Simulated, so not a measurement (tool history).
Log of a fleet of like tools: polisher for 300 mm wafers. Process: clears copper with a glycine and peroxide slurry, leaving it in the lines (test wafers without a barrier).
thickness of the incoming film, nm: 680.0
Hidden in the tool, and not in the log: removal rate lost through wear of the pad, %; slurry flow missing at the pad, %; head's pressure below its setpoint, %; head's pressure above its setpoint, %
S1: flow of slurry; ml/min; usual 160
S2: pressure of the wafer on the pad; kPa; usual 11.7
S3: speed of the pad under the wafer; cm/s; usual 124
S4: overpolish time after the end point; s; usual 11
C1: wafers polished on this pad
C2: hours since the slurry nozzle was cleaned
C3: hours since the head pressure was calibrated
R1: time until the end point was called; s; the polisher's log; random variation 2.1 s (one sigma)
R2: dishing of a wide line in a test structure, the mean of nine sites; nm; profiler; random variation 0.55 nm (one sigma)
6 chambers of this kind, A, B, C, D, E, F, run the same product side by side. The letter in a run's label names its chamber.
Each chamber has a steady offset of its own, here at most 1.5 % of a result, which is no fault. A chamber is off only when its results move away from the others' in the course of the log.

{"hour": 2.1, "done": "chamber F: slurry nozzle cleaned"}
{"run": "1F", "hour": 5.5, "S1": 160, "S2": 11.7, "S3": 124, "S4": 11, "C1": 429, "C2": 3.5, "C3": 234.7, "R1": 139.54, "R2": 26.237}
{"run": "2A", "hour": 14.2, "S1": 160, "S2": 11.7, "S3": 124, "S4": 11, "C1": 630, "C2": 203.2, "C3": 255.6, "R1": 139.73, "R2": 25.955}
{"run": "3D", "hour": 22.3, "S1": 160, "S2": 11.7, "S3": 124, "S4": 11, "C1": 134, "C2": 278.9, "C3": 845.0, "R1": 141.77, "R2": 26.619}
{"hour": 28.7, "done": "chamber A: head pressure recalibrated"}
{"run": "4E", "hour": 32.4, "S1": 160, "S2": 11.7, "S3": 124, "S4": 11, "C1": 426, "C2": 34.1, "C3": 229.9, "R1": 140.8, "R2": 24.914}
{"run": "5B", "hour": 39.3, "S1": 160, "S2": 11.7, "S3": 124, "S4": 11, "C1": 616, "C2": 159.4, "C3": 767.4, "R1": 142.5, "R2": 25.582}
{"run": "6C", "hour": 46.8, "S1": 160, "S2": 11.7, "S3": 124, "S4": 11, "C1": 910, "C2": 104.2, "C3": 144.8, "R1": 139.25, "R2": 25.048}
{"run": "7D", "hour": 56.9, "S1": 160, "S2": 11.7, "S3": 124, "S4": 11, "C1": 268, "C2": 313.5, "C3": 879.6, "R1": 140.69, "R2": 26.401}
{"hour": 61.6, "done": "chamber F: worn pad replaced by a new one"}
{"hour": 65.5, "done": "chamber B: worn pad replaced by a new one"}
{"run": "8B", "hour": 66.8, "S1": 160, "S2": 11.7, "S3": 124, "S4": 11, "C1": 5, "C2": 186.9, "C3": 794.9, "R1": 136.48, "R2": 25.327}
{"run": "9A", "hour": 72.6, "S1": 160, "S2": 11.7, "S3": 124, "S4": 11, "C1": 857, "C2": 261.6, "C3": 43.9, "R1": 139.57, "R2": 24.426}
{"hour": 74.2, "done": "chamber E: worn pad replaced by a new one"}
{"run": "10E", "hour": 77.6, "S1": 160, "S2": 11.7, "S3": 82, "S4": 14, "C1": 13, "C2": 79.3, "C3": 275.1, "R1": 186.59, "R2": 26.34}
{"run": "11F", "hour": 86.0, "S1": 160, "S2": 11.7, "S3": 82, "S4": 14, "C1": 94, "C2": 84.0, "C3": 315.2, "R1": 194.42, "R2": 26.519}
{"run": "12C", "hour": 95.9, "S1": 160, "S2": 11.7, "S3": 82, "S4": 14, "C1": 1100, "C2": 153.3, "C3": 193.9, "R1": 186.21, "R2": 25.938}
{"run": "13F", "hour": 106.3, "S1": 160, "S2": 11.7, "S3": 82, "S4": 14, "C1": 173, "C2": 104.3, "C3": 335.5, "R1": 186.76, "R2": 25.366}
{"run": "14E", "hour": 115.5, "S1": 160, "S2": 11.7, "S3": 82, "S4": 14, "C1": 160, "C2": 117.2, "C3": 313.0, "R1": 189.07, "R2": 26.526}
{"hour": 118.5, "done": "chamber B: slurry nozzle cleaned"}
{"hour": 122.5, "done": "chamber A: worn pad replaced by a new one"}
{"run": "15A", "hour": 123.7, "S1": 160, "S2": 11.7, "S3": 82, "S4": 14, "C1": 4, "C2": 312.7, "C3": 95.0, "R1": 185.82, "R2": 26.164}
{"run": "16B", "hour": 131.3, "S1": 160, "S2": 11.7, "S3": 124, "S4": 11, "C1": 255, "C2": 12.8, "C3": 859.4, "R1": 139.48, "R2": 26.221}
{"hour": 138.4, "done": "chamber D: slurry nozzle cleaned"}
{"run": "17C", "hour": 138.8, "S1": 160, "S2": 11.7, "S3": 124, "S4": 11, "C1": 1267, "C2": 196.2, "C3": 236.8, "R1": 139.31, "R2": 26.313}
{"run": "18D", "hour": 145.7, "S1": 160, "S2": 11.7, "S3": 124, "S4": 11, "C1": 613, "C2": 7.3, "C3": 968.4, "R1": 141.48, "R2": 26.887}
{"run": "19A", "hour": 153.3, "S1": 160, "S2": 11.7, "S3": 124, "S4": 11, "C1": 119, "C2": 342.3, "C3": 124.6, "R1": 139.6, "R2": 25.076}
{"hour": 155.0, "done": "chamber E: head pressure recalibrated"}
{"hour": 160.1, "done": "chamber C: worn pad replaced by a new one"}
{"run": "20E", "hour": 163.4, "S1": 160, "S2": 11.7, "S3": 124, "S4": 11, "C1": 346, "C2": 165.1, "C3": 8.4, "R1": 138.62, "R2": 25.486}
{"run": "21B", "hour": 168.6, "S1": 160, "S2": 11.7, "S3": 124, "S4": 11, "C1": 400, "C2": 50.1, "C3": 896.7, "R1": 137.3, "R2": 25.327}
{"hour": 171.7, "done": "chamber F: head pressure recalibrated"}
{"run": "22F", "hour": 178.8, "S1": 160, "S2": 11.7, "S3": 124, "S4": 11, "C1": 455, "C2": 176.8, "C3": 7.2, "R1": 136.32, "R2": 26.127}
{"run": "23C", "hour": 184.3, "S1": 160, "S2": 11.7, "S3": 124, "S4": 11, "C1": 94, "C2": 241.7, "C3": 282.3, "R1": 135.96, "R2": 24.696}
{"run": "24D", "hour": 192.5, "S1": 160, "S2": 11.7, "S3": 124, "S4": 11, "C1": 795, "C2": 54.1, "C3": 1015.2, "R1": 137.22, "R2": 26.483}
{"run": "25A", "hour": 198.7, "S1": 160, "S2": 11.7, "S3": 124, "S4": 11, "C1": 296, "C2": 387.7, "C3": 170.0, "R1": 136.17, "R2": 25.401}
{"hour": 199.5, "done": "chamber F: worn pad replaced by a new one"}
{"run": "26F", "hour": 208.2, "S1": 160, "S2": 11.7, "S3": 146, "S4": 5, "C1": 33, "C2": 206.2, "C3": 36.6, "R1": 123.27, "R2": 16.929}
{"run": "27D", "hour": 213.9, "S1": 160, "S2": 11.7, "S3": 146, "S4": 5, "C1": 878, "C2": 75.5, "C3": 1036.6, "R1": 120.09, "R2": 17.124}
{"run": "28E", "hour": 222.7, "S1": 160, "S2": 11.7, "S3": 146, "S4": 5, "C1": 576, "C2": 224.4, "C3": 67.7, "R1": 124.19, "R2": 16.817}
{"run": "29B", "hour": 229.3, "S1": 160, "S2": 11.7, "S3": 146, "S4": 5, "C1": 636, "C2": 110.8, "C3": 957.4, "R1": 121.55, "R2": 16.481}
{"run": "30C", "hour": 237.8, "S1": 160, "S2": 11.7, "S3": 146, "S4": 5, "C1": 301, "C2": 295.2, "C3": 335.8, "R1": 120.41, "R2": 17.016}
{"hour": 238.1, "done": "chamber E: worn pad replaced by a new one"}
{"run": "31F", "hour": 247.5, "S1": 160, "S2": 11.7, "S3": 146, "S4": 5, "C1": 186, "C2": 245.5, "C3": 75.9, "R1": 121.64, "R2": 16.477}
{"run": "32A", "hour": 252.3, "S1": 160, "S2": 11.7, "S3": 124, "S4": 11, "C1": 504, "C2": 441.3, "C3": 223.6, "R1": 140.65, "R2": 25.514}
{"run": "33E", "hour": 259.8, "S1": 160, "S2": 13.1, "S3": 124, "S4": 11, "C1": 84, "C2": 261.5, "C3": 104.8, "R1": 128.93, "R2": 26.316}
{"hour": 262.8, "done": "chamber B: worn pad replaced by a new one"}
{"run": "34B", "hour": 264.6, "S1": 160, "S2": 13.1, "S3": 124, "S4": 11, "C1": 7, "C2": 146.1, "C3": 992.7, "R1": 128.08, "R2": 26.993}
{"hour": 270.9, "done": "chamber D: worn pad replaced by a new one"}
{"run": "35C", "hour": 273.9, "S1": 160, "S2": 13.1, "S3": 124, "S4": 11, "C1": 442, "C2": 331.3, "C3": 371.9, "R1": 129.52, "R2": 26.678}
{"run": "36D", "hour": 280.7, "S1": 160, "S2": 13.1, "S3": 124, "S4": 11, "C1": 38, "C2": 142.3, "C3": 1103.4, "R1": 123.32, "R2": 26.84}
{"run": "37A", "hour": 289.8, "S1": 160, "S2": 13.1, "S3": 124, "S4": 11, "C1": 650, "C2": 478.8, "C3": 261.1, "R1": 127.03, "R2": 27.174}
{"run": "38C", "hour": 299.1, "S1": 160, "S2": 13.1, "S3": 124, "S4": 11, "C1": 540, "C2": 356.5, "C3": 397.1, "R1": 127.92, "R2": 27.027}

What goes on in this fleet: one chamber off, a drifting gauge, or nothing beyond the chambers' own small offsets? Name the chamber and the cause, if any.

No chamber stands off beyond its own small offset, and the gauge holds steady.

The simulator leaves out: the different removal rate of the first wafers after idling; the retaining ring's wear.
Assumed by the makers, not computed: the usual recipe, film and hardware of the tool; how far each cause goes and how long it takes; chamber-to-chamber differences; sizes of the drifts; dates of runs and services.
